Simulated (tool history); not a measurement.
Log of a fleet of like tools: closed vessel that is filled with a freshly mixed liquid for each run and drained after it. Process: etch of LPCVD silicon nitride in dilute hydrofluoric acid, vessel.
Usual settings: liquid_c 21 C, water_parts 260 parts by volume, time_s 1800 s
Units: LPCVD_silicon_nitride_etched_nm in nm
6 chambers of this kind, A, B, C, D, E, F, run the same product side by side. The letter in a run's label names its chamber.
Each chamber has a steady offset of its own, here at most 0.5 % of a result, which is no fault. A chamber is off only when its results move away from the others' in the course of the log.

run   hour  liquid_c  water_parts  time_s  hours since the thermometer was replaced  hours since the hydrofluoric acid flow meter was replaced  read-back film thickness of the LPCVD silicon nitride reference wafer, read on the same gauge (nm)  LPCVD_silicon_nitride_etched_nm
 1D    4.2        21          260    1800                                    1670.8                                                     1380.4                                                                                               99.97                           2.4212
 2F    7.6        21          260    1800                                     514.6                                                      977.1                                                                                                 100                           2.4272
 3B   10.1        21          260    1800                                    2049.9                                                      399.2                                                                                              100.01                           2.4223
 4A   13.5        21          260    1800                                     252.3                                                      265.4                                                                                                 100                           2.4641
 5E   18.3        21          260    1800                                     107.8                                                      174.8                                                                                                 100                            2.419
      18.4  -- chamber D: thermometer replaced
 6C   22.4        21          260    1800                                     706.9                                                      290.3                                                                                              99.976                           2.4265
 7C     26        21          260    1800                                     710.5                                                      293.9                                                                                              99.992                           2.3878
 8A   31.1        21          260    1800                                     269.9                                                        283                                                                                              100.04                           2.4331
 9F   36.1        21          260    1800                                     543.1                                                     1005.6                                                                                                 100                           2.4515
10B   41.1        21          260    1800                                    2080.9                                                      430.2                                                                                              100.02                           2.4411
11E   44.2        21          160    1215                                     133.7                                                      200.7                                                                                                 100                           2.5912
12D   46.5        21          160    1215                                      28.1                                                     1422.7                                                                                              99.996                           2.6127
13B   50.4        21          160    1215                                    2090.2                                                      439.5                                                                                                 100                           2.6156
14F     53        21          160    1215                                       560                                                     1022.5                                                                                                 100                           2.5969
15C   57.5        21          160    1215                                       742                                                      325.4                                                                                              100.01                           2.6179
16A   61.1        21          160    1215                                     299.9                                                        313                                                                                              99.999                            2.597
17E     66      17.5          260    2545                                     155.5                                                      222.5                                                                                              99.976                           2.7719
18D   70.1      17.5          260    2545                                      51.7                                                     1446.3                                                                                              99.987                           2.6984
19F   75.1      17.5          260    2545                                     582.1                                                     1044.6                                                                                              100.02                           2.7786
20E   77.7      17.5          260    2545                                     167.2                                                      234.2                                                                                              99.997                           2.7931
21A   81.2      17.5          260    2545                                       320                                                      333.1                                                                                              100.03                           2.7033
      83.8  -- chamber D: hydrofluoric acid flow meter replaced
22D   84.3      17.5          260    2545                                      65.9                                                        0.5                                                                                              99.978                           2.7268
23C   88.7        21          260    1800                                     773.2                                                      356.6                                                                                                 100                           2.4439
24B   91.8        21          260    1800                                    2131.6                                                      480.9                                                                                              100.01                            2.447
25A   94.6        21          350    2695                                     333.4                                                      346.5                                                                                              99.997                           2.6906
26D   97.4        21          350    2695                                        79                                                       13.6                                                                                              100.02                           2.6687
27B  102.4        21          350    2695                                    2142.2                                                      491.5                                                                                              100.02                           2.7838
28C  105.2        21          350    2695                                     789.7                                                      373.1                                                                                              100.01                           2.7299
29E  107.7        21          350    2695                                     197.2                                                      264.2                                                                                              100.05                            2.791
30F  110.4        21          350    2695                                     617.4                                                     1079.9                                                                                              99.988                           2.6876
31F  114.7        21          260    1800                                     621.7                                                     1084.2                                                                                              100.03                           2.3997
32D  117.6        23          140    1800                                      99.2                                                       33.8                                                                                              100.01                           5.0457
33C  122.6        23          140    1800                                     807.1                                                      390.5                                                                                              99.941                           4.9306
34A    125        23          140    1800                                     363.8                                                      376.9                                                                                              99.984                           5.0991
35E  128.7        23          140    1800                                     218.2                                                      285.2                                                                                                 100                           5.3897
36B  132.1        23          140    1800                                    2171.9                                                      521.2                                                                                              99.982                            4.927
37B  136.8        23          140    1800                                    2176.6                                                      525.9                                                                                              99.972                           4.9652
38E  140.4        21          260    1800                                     229.9                                                      296.9                                                                                              99.978                           2.6007
39D  144.4        21          260    1800                                       126                                                       60.6                                                                                              100.03                           2.4167
40F  148.6        21          260    1800                                     655.6                                                     1118.1                                                                                                 100                           2.4023
41A    154        21          260    1800                                     392.8                                                      405.9                                                                                              99.997                           2.4135
42C  157.1        21          260    1800                                     841.6                                                        425                                                                                              99.987                           2.4264

All 6 chambers run these settings next. Forecast each chamber's results:
43A   161        21          260    1800                                                                                                                                                                                                                                         ?
43B   161        21          260    1800                                                                                                                                                                                                                                         ?
43C   161        21          260    1800                                                                                                                                                                                                                                         ?
43D   161        21          260    1800                                                                                                                                                                                                                                         ?
43E   161        21          260    1800                                                                                                                                                                                                                                         ?
43F   161        21          260    1800                                                                                                                                                                                                                                         ?

run  LPCVD_silicon_nitride_etched_nm
43A                           2.4506
43B                           2.4175
43C                           2.4587
43D                           2.3825
43E                           2.5952
43F                           2.3835
